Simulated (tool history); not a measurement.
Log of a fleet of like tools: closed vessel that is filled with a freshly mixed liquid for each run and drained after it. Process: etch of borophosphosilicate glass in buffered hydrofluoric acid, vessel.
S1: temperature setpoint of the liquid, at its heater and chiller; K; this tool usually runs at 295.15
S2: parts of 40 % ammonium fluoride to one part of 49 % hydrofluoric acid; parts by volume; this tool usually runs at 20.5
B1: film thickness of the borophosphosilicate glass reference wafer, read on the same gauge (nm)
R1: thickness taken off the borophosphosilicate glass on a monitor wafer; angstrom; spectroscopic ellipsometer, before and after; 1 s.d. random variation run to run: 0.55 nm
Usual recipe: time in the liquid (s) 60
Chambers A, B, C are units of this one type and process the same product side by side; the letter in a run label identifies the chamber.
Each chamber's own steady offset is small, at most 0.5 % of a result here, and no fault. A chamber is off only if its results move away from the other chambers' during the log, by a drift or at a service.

{"run": "1A", "hour": 13.0, "S1": 295.15, "S2": 20.5, "time in the liquid (s)": 60, "B1": 39.986, "R1": 948.87}
{"run": "2B", "hour": 20.4, "S1": 295.15, "S2": 20.5, "time in the liquid (s)": 60, "B1": 40.008, "R1": 936.38}
{"run": "3C", "hour": 30.3, "S1": 295.15, "S2": 20.5, "time in the liquid (s)": 60, "B1": 39.994, "R1": 955.67}
{"run": "4A", "hour": 43.9, "S1": 295.15, "S2": 20.5, "time in the liquid (s)": 60, "B1": 40.011, "R1": 945.68}
{"run": "5C", "hour": 54.7, "S1": 295.15, "S2": 20.5, "time in the liquid (s)": 60, "B1": 39.983, "R1": 949}
{"run": "6B", "hour": 67.3, "S1": 295.15, "S2": 20.5, "time in the liquid (s)": 50, "B1": 40.009, "R1": 780.95}
{"run": "7C", "hour": 79.9, "S1": 295.15, "S2": 20.5, "time in the liquid (s)": 50, "B1": 39.96, "R1": 781.84}
{"run": "8B", "hour": 95.8, "S1": 295.15, "S2": 20.5, "time in the liquid (s)": 50, "B1": 39.986, "R1": 778.29}
{"run": "9A", "hour": 111.8, "S1": 297.65, "S2": 20.5, "time in the liquid (s)": 50, "B1": 40.001, "R1": 890.03}
{"run": "10B", "hour": 121.8, "S1": 297.65, "S2": 20.5, "time in the liquid (s)": 50, "B1": 40.002, "R1": 898.56}
{"run": "11A", "hour": 135.2, "S1": 297.65, "S2": 20.5, "time in the liquid (s)": 50, "B1": 40.007, "R1": 879.36}
{"run": "12C", "hour": 143.2, "S1": 295.15, "S2": 20.5, "time in the liquid (s)": 60, "B1": 39.977, "R1": 940.25}
{"run": "13C", "hour": 150.7, "S1": 295.15, "S2": 20.5, "time in the liquid (s)": 60, "B1": 39.998, "R1": 947.81}
{"run": "14A", "hour": 159.1, "S1": 295.15, "S2": 20.5, "time in the liquid (s)": 60, "B1": 39.996, "R1": 929.72}
{"run": "15B", "hour": 166.4, "S1": 295.15, "S2": 20.5, "time in the liquid (s)": 85, "B1": 40.016, "R1": 1328}
{"run": "16B", "hour": 179.6, "S1": 295.15, "S2": 20.5, "time in the liquid (s)": 85, "B1": 39.998, "R1": 1323.7}
{"run": "17C", "hour": 190.1, "S1": 295.15, "S2": 20.5, "time in the liquid (s)": 85, "B1": 40.017, "R1": 1325}
{"run": "18A", "hour": 201.9, "S1": 295.15, "S2": 20.5, "time in the liquid (s)": 60, "B1": 40.006, "R1": 930.32}
{"run": "19B", "hour": 213.1, "S1": 295.15, "S2": 20.5, "time in the liquid (s)": 60, "B1": 40, "R1": 934.97}
{"run": "20C", "hour": 223.8, "S1": 295.15, "S2": 20.5, "time in the liquid (s)": 60, "B1": 39.983, "R1": 943.93}
{"run": "21A", "hour": 238.8, "S1": 295.15, "S2": 20.5, "time in the liquid (s)": 60, "B1": 39.986, "R1": 913.88}
{"run": "22C", "hour": 255.1, "S1": 295.15, "S2": 20.5, "time in the liquid (s)": 60, "B1": 40.006, "R1": 939.16}
{"run": "23A", "hour": 267.2, "S1": 295.15, "S2": 20.5, "time in the liquid (s)": 60, "B1": 39.976, "R1": 910.2}
{"run": "24B", "hour": 278.5, "S1": 295.15, "S2": 20.5, "time in the liquid (s)": 60, "B1": 40.003, "R1": 925.65}
{"run": "25A", "hour": 287.7, "S1": 295.15, "S2": 20.5, "time in the liquid (s)": 60, "B1": 39.975, "R1": 908.63}
{"run": "26B", "hour": 297.1, "S1": 295.15, "S2": 20.5, "time in the liquid (s)": 60, "B1": 39.998, "R1": 928.94}
{"run": "27C", "hour": 306.8, "S1": 295.15, "S2": 20.5, "time in the liquid (s)": 60, "B1": 39.985, "R1": 943.83}
{"run": "28A", "hour": 321.8, "S1": 295.15, "S2": 20.5, "time in the liquid (s)": 60, "B1": 40.014, "R1": 909.13}
{"run": "29B", "hour": 329.0, "S1": 297.15, "S2": 20.5, "time in the liquid (s)": 85, "B1": 40.019, "R1": 1492.7}
{"hour": 333.8, "done": "chamber C: hydrofluoric acid flow meter replaced"}
{"run": "30C", "hour": 343.3, "S1": 297.15, "S2": 20.5, "time in the liquid (s)": 85, "B1": 40.015, "R1": 1496.4}
{"run": "31C", "hour": 353.7, "S1": 297.15, "S2": 20.5, "time in the liquid (s)": 85, "B1": 39.984, "R1": 1480.5}
{"run": "32A", "hour": 368.9, "S1": 293.65, "S2": 20.5, "time in the liquid (s)": 60, "B1": 40.003, "R1": 821.65}
{"run": "33B", "hour": 385.2, "S1": 293.65, "S2": 20.5, "time in the liquid (s)": 60, "B1": 39.974, "R1": 862.91}
{"run": "34B", "hour": 396.3, "S1": 293.65, "S2": 20.5, "time in the liquid (s)": 60, "B1": 39.984, "R1": 870.64}
{"run": "35A", "hour": 409.9, "S1": 295.15, "S2": 20.5, "time in the liquid (s)": 60, "B1": 39.977, "R1": 896.49}
{"run": "36C", "hour": 421.1, "S1": 295.15, "S2": 20.5, "time in the liquid (s)": 60, "B1": 39.983, "R1": 943.7}

Is one chamber out of step, is the gauge drifting, or do the chambers differ by no more than their own small offsets? For an off chamber, give its letter and the likeliest cause.

One chamber, A, drifts off from the rest bit by bit.
Cause: hydrofluoric acid flow below the setpoint (%) = 8.2.
The log might look much the same if the cause were instead: liquid colder than its thermometer reads (K).

Here are 4 candidates for chamber A's next run, each the usual settings with a change, their results left as question marks. Which one brings its results back in line with what the others give on the usual settings?
In line means no further than this from the other chambers' mean on the usual settings: R1 19 angstrom
{"run": "37A-1", "hour": 432.8, "S1": 295.15, "S2": 19, "time in the liquid (s)": 60, "R1": "?"}
{"run": "37A-2", "hour": 432.8, "S1": 295.15, "S2": 21, "time in the liquid (s)": 60, "R1": "?"}
{"run": "37A-3", "hour": 432.8, "S1": 294.65, "S2": 21.5, "time in the liquid (s)": 60, "R1": "?"}
{"run": "37A-4", "hour": 432.8, "S1": 295.15, "S2": 20, "time in the liquid (s)": 60, "R1": "?"}

The mean the other chambers reach with the usual settings: R1 940.35 angstrom
run=37A-1 R1=936.42
run=37A-2 R1=874.59
run=37A-3 R1=836.82
run=37A-4 R1=904.21
The answer is 37A-1, which returns the chamber to within the allowed miss of the others.

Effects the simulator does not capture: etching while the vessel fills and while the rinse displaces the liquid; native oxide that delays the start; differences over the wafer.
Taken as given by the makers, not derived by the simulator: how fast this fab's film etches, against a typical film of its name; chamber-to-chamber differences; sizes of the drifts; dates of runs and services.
